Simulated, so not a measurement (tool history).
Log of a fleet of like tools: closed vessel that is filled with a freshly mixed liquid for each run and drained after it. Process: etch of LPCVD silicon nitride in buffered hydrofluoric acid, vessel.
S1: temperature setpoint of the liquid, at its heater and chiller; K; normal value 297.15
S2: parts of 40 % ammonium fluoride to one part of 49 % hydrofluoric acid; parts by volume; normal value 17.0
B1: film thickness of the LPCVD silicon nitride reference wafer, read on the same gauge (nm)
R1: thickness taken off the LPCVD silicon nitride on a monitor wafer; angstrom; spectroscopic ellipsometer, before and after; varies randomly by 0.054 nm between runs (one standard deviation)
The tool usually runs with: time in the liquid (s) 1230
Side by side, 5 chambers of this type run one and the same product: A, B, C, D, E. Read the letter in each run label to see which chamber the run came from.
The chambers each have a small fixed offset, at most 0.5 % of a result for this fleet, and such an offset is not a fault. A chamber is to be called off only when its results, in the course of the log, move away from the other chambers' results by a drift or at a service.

Run 1C, hour 4.2: usual settings; B1 89.982. Result: R1 117.430 angstrom.
Run 2D, hour 9.4: usual settings; B1 90.029. Result: R1 119.020 angstrom.
Run 3E, hour 12.8: usual settings; B1 90.013. Result: R1 117.010 angstrom.
Run 4A, hour 19.4: usual settings; B1 90.004. Result: R1 117.640 angstrom.
Run 5B, hour 22.8: usual settings; B1 90.008. Result: R1 116.740 angstrom.
Run 6B, hour 28.6: usual settings; B1 90.006. Result: R1 116.830 angstrom.
Run 7D, hour 35.4: usual settings; B1 89.975. Result: R1 118.010 angstrom.
Run 8C, hour 41.1: usual settings but S2 20.5 parts by volume, time in the liquid (s) 1685; B1 89.950. Result: R1 135.420 angstrom.
Run 9E, hour 46.7: usual settings but S2 20.5 parts by volume, time in the liquid (s) 1685; B1 90.013. Result: R1 134.510 angstrom.
Run 10A, hour 51.2: usual settings but S2 20.5 parts by volume, time in the liquid (s) 1685; B1 89.998. Result: R1 134.660 angstrom.
Run 11C, hour 55.6: usual settings but S2 20.5 parts by volume, time in the liquid (s) 1685; B1 90.018. Result: R1 135.490 angstrom.
Run 12A, hour 60.0: usual settings but S2 20.5 parts by volume, time in the liquid (s) 1685; B1 90.004. Result: R1 135.710 angstrom.
Run 13E, hour 64.2: usual settings; B1 90.010. Result: R1 117.090 angstrom.
Run 14D, hour 71.5: usual settings; B1 90.021. Result: R1 118.520 angstrom.
Run 15B, hour 78.9: usual settings; B1 89.979. Result: R1 117.030 angstrom.
Run 16C, hour 83.5: usual settings; B1 89.988. Result: R1 117.600 angstrom.
Run 17A, hour 87.4: usual settings but S2 20.0 parts by volume; B1 89.985. Result: R1 99.704 angstrom.
At hour 88.5: chamber D: thermometer replaced.
Run 18D, hour 92.4: usual settings but S2 20.0 parts by volume; B1 89.974. Result: R1 100.940 angstrom.
Run 19E, hour 96.5: usual settings but S2 20.0 parts by volume; B1 89.972. Result: R1 100.120 angstrom.
Run 20B, hour 103.9: usual settings but S2 20.0 parts by volume; B1 89.972. Result: R1 100.130 angstrom.
Run 21C, hour 111.3: usual settings but S2 20.0 parts by volume; B1 90.005. Result: R1 100.570 angstrom.
Run 22B, hour 117.1: usual settings but S1 300.65 K, S2 20.0 parts by volume; B1 90.000. Result: R1 121.410 angstrom.
Run 23E, hour 121.0: usual settings but S1 300.65 K, S2 20.0 parts by volume; B1 90.014. Result: R1 121.000 angstrom.
Run 24A, hour 125.8: usual settings but S1 300.65 K, S2 20.0 parts by volume; B1 89.968. Result: R1 119.380 angstrom.
Run 25D, hour 132.1: usual settings but S1 300.65 K, S2 20.0 parts by volume; B1 89.984. Result: R1 122.670 angstrom.
Run 26B, hour 137.2: usual settings but S1 300.65 K, S2 20.0 parts by volume; B1 90.045. Result: R1 121.060 angstrom.
Run 27D, hour 143.7: usual settings; B1 89.976. Result: R1 119.500 angstrom.
Run 28C, hour 150.3: usual settings but S1 299.15 K; B1 90.032. Result: R1 132.690 angstrom.
Run 29A, hour 154.9: usual settings but S1 299.15 K; B1 89.994. Result: R1 126.180 angstrom.
Run 30E, hour 161.3: usual settings but S1 299.15 K; B1 90.005. Result: R1 130.750 angstrom.
Run 31A, hour 166.0: usual settings but S1 299.15 K; B1 90.039. Result: R1 125.260 angstrom.
Run 32C, hour 171.6: usual settings but S1 299.15 K; B1 90.003. Result: R1 131.770 angstrom.
Run 33E, hour 178.1: usual settings; B1 90.036. Result: R1 116.400 angstrom.
Run 34D, hour 181.8: usual settings; B1 90.001. Result: R1 118.680 angstrom.
Run 35B, hour 185.8: usual settings; B1 89.976. Result: R1 117.000 angstrom.

All chambers now run identical settings, listed one chamber a line with results as question marks. What results will each chamber show?
Run 36A, hour 191.1: usual settings. Result: R1 ?.
Run 36B, hour 191.1: usual settings. Result: R1 ?.
Run 36C, hour 191.1: usual settings. Result: R1 ?.
Run 36D, hour 191.1: usual settings. Result: R1 ?.
Run 36E, hour 191.1: usual settings. Result: R1 ?.

run       R1
36A  112.270
36B  116.430
36C  118.300
36D  119.140
36E  116.630
